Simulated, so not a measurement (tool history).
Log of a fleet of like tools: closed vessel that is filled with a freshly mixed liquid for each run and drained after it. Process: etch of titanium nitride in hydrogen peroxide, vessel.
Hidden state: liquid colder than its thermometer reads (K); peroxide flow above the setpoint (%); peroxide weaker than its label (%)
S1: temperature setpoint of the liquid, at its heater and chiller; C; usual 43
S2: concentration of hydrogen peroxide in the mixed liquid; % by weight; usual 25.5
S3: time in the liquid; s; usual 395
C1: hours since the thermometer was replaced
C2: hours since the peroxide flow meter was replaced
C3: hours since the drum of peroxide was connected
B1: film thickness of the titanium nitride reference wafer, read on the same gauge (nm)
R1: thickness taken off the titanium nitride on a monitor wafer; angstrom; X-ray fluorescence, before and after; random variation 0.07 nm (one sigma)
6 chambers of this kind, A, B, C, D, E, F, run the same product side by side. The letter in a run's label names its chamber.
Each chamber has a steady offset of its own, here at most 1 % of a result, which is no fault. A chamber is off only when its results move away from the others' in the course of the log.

run,hour,S1,S2,S3,C1,C2,C3,B1,R1
1B,5.6,43,25.5,395,910.4,66.7,1030.8,39.988,92.884
2A,13.9,43,25.5,395,1249.8,1175.9,133.7,40.024,93.962
3E,22.6,43,25.5,395,269.7,752,496,39.993,92.529
4F,27.7,43,25.5,395,1082.9,798.6,658.4,40.004,92.276
5D,33.2,43,25.5,395,1261.6,361.5,87.6,39.969,91.838
6C,38.1,43,30,570,1527.2,653.8,794.2,39.977,137.48
7D,46.8,43,30,570,1275.2,375.1,101.2,40.011,136.89
8E,57.2,43,30,570,304.3,786.6,530.6,39.991,137.05
9F,65.3,43,30,570,1120.5,836.2,696,40.018,136.68
10B,70.6,43,30,570,975.4,131.7,1095.8,39.982,139.79
# hour 72.7: chamber A: peroxide flow meter replaced
11C,79.2,43,30,570,1568.3,694.9,835.3,39.979,137.24
# hour 85.2: chamber B: new drum of peroxide connected
12A,88.5,43,25.5,395,1324.4,15.8,208.3,40.018,92.381
13A,98.7,43,30,515,1334.6,26,218.5,40.013,123.85
14C,104.5,43,30,515,1593.6,720.2,860.6,40.02,121.7
# hour 111.1: chamber E: peroxide flow meter replaced
15E,112.2,43,30,515,359.3,1.2,585.6,40.03,124.6
16D,118.2,43,30,515,1346.6,446.5,172.6,39.993,123.92
17B,127.7,43,30,515,1032.5,188.8,42.6,40.012,126.56
18F,138.5,43,30,515,1193.7,909.4,769.2,39.995,118.79
19B,148.3,43,25.5,395,1053.1,209.4,63.2,40.018,91.468
20A,158.9,43,25.5,395,1394.8,86.2,278.7,39.983,92.134
21C,164.1,43,25.5,395,1653.2,779.8,920.2,39.994,91.192
22F,175,38,25.5,530,1230.2,945.9,805.7,39.971,79.311
23E,180.9,38,25.5,530,428,69.9,654.3,40.006,84.635
24D,188.2,38,25.5,530,1416.6,516.5,242.6,40,83.706
25E,197.9,38,25.5,530,445,86.9,671.3,39.973,84.271
26C,208.8,38,25.5,530,1697.9,824.5,964.9,39.984,82.811
27B,215.5,38,25.5,530,1120.3,276.6,130.4,39.981,85.361
28A,226.2,43,25.5,395,1462.1,153.5,346,39.995,92.082
29D,231.8,43,25.5,395,1460.2,560.1,286.2,40.002,90.759
30F,241.1,43,25.5,395,1296.3,1012,871.8,40.002,84.33
# hour 246.3: chamber A: thermometer replaced
31E,246.4,43,25.5,395,493.5,135.4,719.8,40.02,91.539
# hour 251.2: chamber C: thermometer replaced
32B,255,43,25.5,395,1159.8,316.1,169.9,40.025,92.7
33F,262.4,43,25.5,395,1317.6,1033.3,893.1,39.982,84.708
34C,268.3,43,25.5,395,17.1,884,1024.4,39.988,91.211
# hour 269.4: chamber D: new drum of peroxide connected
35D,275.2,43,25.5,395,1503.6,603.5,5.8,40.002,90.421
36A,283.1,43,25.5,395,36.9,210.4,402.9,40.002,91.398
37D,293.6,43,25.5,395,1522,621.9,24.2,39.988,91.786
38B,299.5,43,25.5,395,1204.3,360.6,214.4,40.007,92.155

What goes on in this fleet: one chamber off, a drifting gauge, or nothing beyond the chambers' own small offsets? Name the chamber and the cause, if any.

Chamber F drifts away from the others.
Cause: liquid colder than its thermometer reads (K) = 1.42.

Here are 4 candidates for chamber F's next run, each the usual settings with a change, their results left as question marks. Which one brings its results back in line with what the others give on the usual settings?
In line means no further than this from the other chambers' mean on the usual settings: R1 2.4 angstrom
39F-1,307.6,42.5,25.5,395,,,,,?
39F-2,307.6,43,15,395,,,,,?
39F-3,307.6,44,25.5,410,,,,,?
39F-4,307.6,43,25.5,415,,,,,?

The other chambers' mean on the usual settings: R1 91.798 angstrom
run,R1
39F-1,79.519
39F-2,73.689
39F-3,92.649
39F-4,86.793
39F-3 brings the chamber back in line.
